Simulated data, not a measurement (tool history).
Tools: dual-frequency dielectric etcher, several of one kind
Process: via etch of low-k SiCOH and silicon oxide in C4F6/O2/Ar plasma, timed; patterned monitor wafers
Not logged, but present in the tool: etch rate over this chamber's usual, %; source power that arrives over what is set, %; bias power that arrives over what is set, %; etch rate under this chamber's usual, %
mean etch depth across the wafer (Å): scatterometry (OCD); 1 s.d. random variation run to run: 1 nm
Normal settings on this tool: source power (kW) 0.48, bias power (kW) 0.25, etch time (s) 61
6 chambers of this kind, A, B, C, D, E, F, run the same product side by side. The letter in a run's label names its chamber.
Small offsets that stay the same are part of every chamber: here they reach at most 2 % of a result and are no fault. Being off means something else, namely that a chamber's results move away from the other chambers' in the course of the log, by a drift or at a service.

run,day,source power (kW),bias power (kW),etch time (s),hours since the last wet clean,hours since the last source power generator calibration,hours since the last bias power generator calibration,"read-back reference wafer on the same gauge, depth_nm",mean etch depth across the wafer (Å)
1C,0.512,0.48,0.25,61,106.4,1130.7,462.9,167.83,2057.5
2A,0.783,0.48,0.25,61,361.8,3468,497.1,167.91,2040.4
3E,1.1,0.48,0.25,61,328,3455,2388.5,168.05,2050.2
4D,1.446,0.48,0.25,61,211.1,213.4,438,167.77,2004.6
5B,1.954,0.48,0.25,61,308,927.8,1004.4,167.95,2022
6F,2.196,0.48,0.25,61,176.8,78.9,1043.5,167.95,2036.7
7F,2.533,0.48,0.25,61,184.9,87,1051.6,168.01,2035.1
8D,2.812,0.48,0.25,61,243.9,246.2,470.8,168.05,2003.8
9B,3.254,0.48,0.25,49.5,339.2,959,1035.6,168.1,1650.9
10A,3.683,0.48,0.25,49.5,431.4,3537.6,566.7,168.31,1654.2
# day 4.008: chamber B: wet clean of the chamber
11C,4.025,0.48,0.25,49.5,190.7,1215,547.2,168.08,1668.6
12E,4.296,0.48,0.25,49.5,404.7,3531.7,2465.2,168,1641.8
13D,4.529,0.48,0.25,49.5,285.1,287.4,512,168.08,1615.1
14A,4.842,0.48,0.25,49.5,459.2,3565.4,594.5,167.94,1661.3
# day 4.908: chamber A: wet clean of the chamber
15C,5.108,0.48,0.25,61,216.7,1241,573.2,168.07,2046.3
16F,5.412,0.48,0.25,61,254,156.1,1120.7,168.04,2044.2
17E,5.9,0.48,0.25,61,443.2,3570.2,2503.7,168.07,2052.8
18B,6.392,0.48,0.25,61,57.2,1034.3,1110.9,168.09,2017
19D,6.812,0.48,0.25,61,339.9,342.2,566.8,168.02,1982.9
# day 6.942: chamber A: source power generator calibrated
20E,7.338,0.48,0.25,61,477.7,3604.7,2538.2,167.8,2052.7
21C,7.575,0.48,0.25,61,275.9,1300.2,632.4,168.06,2066.1
22F,8.088,0.48,0.25,61,318.2,220.3,1184.9,167.92,2033
23B,8.512,0.48,0.25,61,108.1,1085.2,1161.8,168.09,2020.9
24A,8.808,0.48,0.25,61,93.6,44.8,689.7,168.15,2058.3
25B,9.196,0.48,0.25,61,124.5,1101.6,1178.2,167.9,2035.7
26D,9.571,0.48,0.25,61,406.1,408.4,633,167.88,1975.6
27C,9.942,0.48,0.25,61,332.7,1357,689.2,168.06,2068.9
28F,10.292,0.48,0.25,61,371.1,273.2,1237.8,168.25,2031.8
29E,10.554,0.48,0.25,61,554.9,3681.9,2615.4,167.81,2025.3
30A,10.812,0.48,0.25,61,141.7,92.9,737.8,167.95,2032.4
31B,11.146,0.48,0.25,61,171.3,1148.4,1225,168.13,2021.6
32F,11.388,0.48,0.25,61,397.4,299.5,1264.1,167.76,2029.6
33A,11.842,0.58,0.25,48,166.4,117.6,762.5,167.87,1717.6
34E,12.129,0.58,0.25,48,592.7,3719.7,2653.2,167.95,1715.2
35D,12.571,0.58,0.25,48,478.1,480.4,705,168.07,1658.5
36C,12.996,0.58,0.25,48,406,1430.3,762.5,168.14,1746.8

Which is it: a chamber that has drifted or been left off by a service, a gauge drift common to all chambers, or only each chamber's usual small offset? If a chamber is off, name it and its likeliest cause.

One chamber, D, drifts off from the rest bit by bit.
Most likely cause: etch rate under this chamber's usual, % = 2.84.

Which of the 4 candidates below, each the usual settings with something changed and its results left as question marks, puts chamber D back in line with what the other chambers give on the usual settings?
In line here means within this much of the mean the other chambers give on the usual settings: mean etch depth across the wafer (Å) 35
37D-1,13.375,0.48,0.248,59,,,,,?
37D-2,13.375,0.47,0.247,57,,,,,?
37D-3,13.375,0.48,0.282,61,,,,,?
37D-4,13.375,0.49,0.253,65,,,,,?

Mean of the other chambers on the usual settings: mean etch depth across the wafer (Å) 2035.4
run,mean etch depth across the wafer (Å)
37D-1,1891.5
37D-2,1810.2
37D-3,2042.2
37D-4,2114.5
It is 37D-3 that realigns the chamber with its peers.
